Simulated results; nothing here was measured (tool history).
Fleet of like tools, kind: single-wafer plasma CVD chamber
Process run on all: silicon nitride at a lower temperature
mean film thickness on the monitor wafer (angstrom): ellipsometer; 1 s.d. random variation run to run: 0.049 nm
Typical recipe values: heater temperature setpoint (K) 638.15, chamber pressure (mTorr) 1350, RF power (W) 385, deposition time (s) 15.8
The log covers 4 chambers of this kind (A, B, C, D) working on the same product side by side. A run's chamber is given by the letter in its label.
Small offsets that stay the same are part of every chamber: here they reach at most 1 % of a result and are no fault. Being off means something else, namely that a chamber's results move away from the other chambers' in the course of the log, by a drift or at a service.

run	day	heater temperature setpoint (K)	chamber pressure (mTorr)	RF power (W)	deposition time (s)	hours since the last thermocouple change	hours since the last RF generator calibration	hours since the last manometer calibration	read-back reference wafer on the same gauge, thickness_nm	mean film thickness on the monitor wafer (angstrom)
1B	0.288	638.15	1350	385	15.8	614.0	1635.8	910.1	18.795	206.30
2A	0.825	638.15	1350	385	15.8	430.9	2060.7	84.2	18.802	208.94
3D	1.150	638.15	1350	385	15.8	2079.8	944.0	1228.5	18.809	207.86
# day 1.629: chamber D: RF generator calibrated
4C	1.650	638.15	1350	385	15.8	664.7	1103.7	1032.2	18.795	205.73
5B	2.029	638.15	1350	385	15.8	655.8	1677.6	951.9	18.803	206.09
6A	2.617	638.15	1350	385	15.8	473.9	2103.7	127.2	18.798	209.00
7C	3.067	638.15	1350	385	15.8	698.7	1137.7	1066.2	18.792	206.06
8D	3.375	638.15	1350	385	15.8	2133.2	42.0	1281.9	18.805	208.02
9C	3.904	638.15	1350	330	15.8	718.8	1157.8	1086.3	18.788	187.01
10B	4.233	638.15	1350	330	15.8	708.7	1730.5	1004.8	18.808	186.91
11D	4.858	638.15	1350	330	15.8	2168.8	77.6	1317.5	18.806	187.80
12A	5.367	638.15	1350	330	15.8	539.9	2169.7	193.2	18.797	189.92
13D	5.858	638.15	1500	385	13.0	2192.8	101.6	1341.5	18.801	176.30
14C	6.233	638.15	1500	385	13.0	774.7	1213.7	1142.2	18.801	174.37
# day 6.479: chamber D: capacitance manometer re-zeroed and calibrated
15A	6.804	638.15	1500	385	13.0	574.4	2204.2	227.7	18.798	177.01
16B	7.158	638.15	1500	385	13.0	778.9	1800.7	1075.0	18.807	174.44
17A	7.792	638.15	1350	385	15.8	598.1	2227.9	251.4	18.796	208.10
18D	8.417	638.15	1350	385	15.8	2254.2	163.0	46.6	18.794	207.51
19B	8.712	638.15	1350	385	15.8	816.2	1838.0	1112.3	18.797	205.30
# day 9.262: chamber A: RF generator calibrated
20C	9.292	638.15	1350	385	15.8	848.1	1287.1	1215.6	18.798	206.39
21D	9.821	638.15	1350	385	15.8	2287.9	196.7	80.3	18.795	208.46
# day 10.379: chamber C: capacitance manometer re-zeroed and calibrated
22B	10.388	638.15	1350	385	15.8	856.4	1878.2	1152.5	18.804	206.57
23C	10.925	638.15	1350	385	15.8	887.3	1326.3	13.2	18.801	207.09
24A	11.383	638.15	1350	425	15.8	684.3	51.0	337.6	18.796	222.09

Each of the 4 chambers runs these same settings next. Fill in every chamber's results:
25A	11.850	638.15	1350	385	15.8					?
25B	11.850	638.15	1350	385	15.8					?
25C	11.850	638.15	1350	385	15.8					?
25D	11.850	638.15	1350	385	15.8					?

run	mean film thickness on the monitor wafer (angstrom)
25A	208.50
25B	206.38
25C	207.04
25D	208.44
